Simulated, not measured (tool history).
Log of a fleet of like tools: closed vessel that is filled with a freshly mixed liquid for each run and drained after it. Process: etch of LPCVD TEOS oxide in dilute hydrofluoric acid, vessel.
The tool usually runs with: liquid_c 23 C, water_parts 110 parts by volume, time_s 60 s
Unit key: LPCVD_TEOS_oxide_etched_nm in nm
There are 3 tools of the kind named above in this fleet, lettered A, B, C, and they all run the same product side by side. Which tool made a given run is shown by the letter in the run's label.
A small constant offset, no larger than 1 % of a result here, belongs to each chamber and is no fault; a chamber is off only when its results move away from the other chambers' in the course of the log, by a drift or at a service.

run,hour,liquid_c,water_parts,time_s,"read-back film thickness of the LPCVD TEOS oxide reference wafer, read on the same gauge (nm)",LPCVD_TEOS_oxide_etched_nm
1A,7,23,110,60,110,25.213
2B,13.8,23,110,60,110.01,25.286
3C,21.9,23,110,60,110,25.122
4A,33,23,110,60,110,24.912
5B,42.7,23,110,60,109.99,25.238
6C,51.4,23,85,60,109.99,33.649
7A,62,23,85,60,109.98,33.708
8B,75.1,23,85,60,110,33.962
9C,87.4,21,110,60,109.98,23.254
10A,95.3,21,110,60,110.02,23.203
11C,101.8,21,110,60,109.98,23.459
12B,112.6,23,110,60,110.01,25.163
13B,119.9,23,110,60,110,25.502
14C,127.5,23,110,60,110.01,25.306
15A,134.2,23,110,60,109.99,25.052
16A,144.1,23,110,60,110.01,25.015
17C,153.5,23,110,60,109.99,25.232
18B,160.7,23,110,60,109.99,25.359
19C,169.4,23,110,60,110.01,25.167
20B,181.8,23,110,60,110.01,25.612
# hour 186.4: chamber A: thermometer replaced
21A,192.6,23,110,60,109.98,25.014
22B,204.4,23,110,60,110,25.343
23C,216.9,23,110,60,110,25.118
24A,228.7,20.5,110,85,110,32.117

All chambers now run identical settings, listed one chamber a line with results as question marks. What results will each chamber show?
25A,238.5,23,110,60,,?
25B,238.5,23,110,60,,?
25C,238.5,23,110,60,,?

run,LPCVD_TEOS_oxide_etched_nm
25A,24.962
25B,25.374
25C,25.019

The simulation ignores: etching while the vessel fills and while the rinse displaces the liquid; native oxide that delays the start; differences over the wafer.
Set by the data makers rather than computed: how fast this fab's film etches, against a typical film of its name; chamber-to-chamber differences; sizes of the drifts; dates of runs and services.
